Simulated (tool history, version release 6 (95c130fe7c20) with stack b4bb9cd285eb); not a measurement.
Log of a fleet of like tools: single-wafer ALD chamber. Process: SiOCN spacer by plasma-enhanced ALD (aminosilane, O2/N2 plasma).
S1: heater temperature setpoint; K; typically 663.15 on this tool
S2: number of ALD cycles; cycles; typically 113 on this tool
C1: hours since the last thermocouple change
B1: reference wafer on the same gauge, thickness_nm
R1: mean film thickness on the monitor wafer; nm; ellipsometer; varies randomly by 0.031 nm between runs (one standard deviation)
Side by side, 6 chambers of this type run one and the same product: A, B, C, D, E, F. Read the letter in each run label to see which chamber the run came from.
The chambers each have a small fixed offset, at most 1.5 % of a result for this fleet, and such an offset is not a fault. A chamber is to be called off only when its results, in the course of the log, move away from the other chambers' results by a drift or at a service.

| run | hour | S1 | S2 | C1 | B1 | R1 |
|---|---|---|---|---|---|---|
| 1C | 12.8 | 663.15 | 113 | 94.8 | 5.4547 | 6.8200 |
| 2E | 27.5 | 663.15 | 113 | 2166.7 | 5.4619 | 6.8314 |
| 3B | 40.2 | 663.15 | 113 | 94.0 | 5.4617 | 6.8372 |
| 4A | 50.7 | 663.15 | 113 | 1159.3 | 5.4595 | 6.8341 |
| 5F | 57.6 | 663.15 | 113 | 935.4 | 5.4605 | 6.7466 |
| 6D | 69.6 | 663.15 | 113 | 901.4 | 5.4655 | 6.7947 |
| 7D | 83.6 | 663.15 | 113 | 915.4 | 5.4585 | 6.8458 |
| 8B | 95.2 | 663.15 | 113 | 149.0 | 5.4621 | 6.8454 |
| 9E | 104.8 | 663.15 | 113 | 2244.0 | 5.4559 | 6.8442 |
| 10A | 118.9 | 663.15 | 113 | 1227.5 | 5.4584 | 6.7736 |
|  | 130.8 | chamber F: thermocouple changed; heater temperature recalibrated |
| 11C | 132.1 | 663.15 | 113 | 214.1 | 5.4588 | 6.7747 |
| 12F | 142.1 | 663.15 | 113 | 11.4 | 5.4592 | 6.6767 |
| 13C | 151.2 | 663.15 | 113 | 233.2 | 5.4563 | 6.8009 |
| 14E | 157.8 | 663.15 | 113 | 2297.0 | 5.4548 | 6.8312 |
| 15F | 166.4 | 663.15 | 113 | 35.7 | 5.4593 | 6.7072 |
| 16D | 178.7 | 663.15 | 113 | 1010.5 | 5.4576 | 6.8136 |
| 17B | 191.4 | 663.15 | 113 | 245.2 | 5.4595 | 6.7540 |
| 18A | 198.2 | 669.15 | 131 | 1306.8 | 5.4529 | 7.8741 |
| 19A | 205.6 | 669.15 | 131 | 1314.2 | 5.4571 | 7.8867 |
| 20F | 220.4 | 669.15 | 131 | 89.7 | 5.4618 | 7.8108 |
| 21D | 229.1 | 669.15 | 131 | 1060.9 | 5.4528 | 7.8852 |
| 22C | 244.1 | 669.15 | 131 | 326.1 | 5.4611 | 7.8390 |
| 23E | 258.9 | 669.15 | 131 | 2398.1 | 5.4591 | 7.8477 |
|  | 266.4 | chamber E: thermocouple changed; heater temperature recalibrated |
| 24B | 271.3 | 663.15 | 113 | 325.1 | 5.4634 | 6.8146 |
|  | 280.6 | chamber A: thermocouple changed; heater temperature recalibrated |
| 25A | 285.3 | 663.15 | 113 | 4.7 | 5.4625 | 6.7666 |
| 26F | 298.2 | 663.15 | 113 | 167.5 | 5.4591 | 6.7559 |
| 27D | 309.3 | 663.15 | 113 | 1141.1 | 5.4574 | 6.8054 |
| 28B | 320.3 | 663.15 | 113 | 374.1 | 5.4593 | 6.7958 |
| 29C | 329.2 | 663.15 | 113 | 411.2 | 5.4619 | 6.7665 |
| 30E | 340.3 | 663.15 | 113 | 73.9 | 5.4652 | 6.7936 |
| 31F | 347.1 | 663.15 | 113 | 216.4 | 5.4596 | 6.7541 |
| 32D | 354.3 | 663.15 | 113 | 1186.1 | 5.4617 | 6.7597 |
| 33B | 368.7 | 663.15 | 113 | 422.5 | 5.4604 | 6.8365 |
| 34C | 380.4 | 663.15 | 113 | 462.4 | 5.4520 | 6.8339 |
| 35E | 389.1 | 663.15 | 113 | 122.7 | 5.4560 | 6.8081 |
| 36A | 404.1 | 663.15 | 113 | 123.5 | 5.4596 | 6.8214 |
| 37C | 417.5 | 678.15 | 122 | 499.5 | 5.4619 | 7.2566 |
| 38F | 427.6 | 678.15 | 122 | 296.9 | 5.4583 | 7.1048 |

Next, every chamber runs the same settings. What will each give?
| 39A | 438.4 | 663.15 | 113 |  |  | ? |
| 39B | 438.4 | 663.15 | 113 |  |  | ? |
| 39C | 438.4 | 663.15 | 113 |  |  | ? |
| 39D | 438.4 | 663.15 | 113 |  |  | ? |
| 39E | 438.4 | 663.15 | 113 |  |  | ? |
| 39F | 438.4 | 663.15 | 113 |  |  | ? |

| run | R1 |
|---|---|
| 39A | 6.7859 |
| 39B | 6.8013 |
| 39C | 6.8113 |
| 39D | 6.8090 |
| 39E | 6.7968 |
| 39F | 6.7321 |
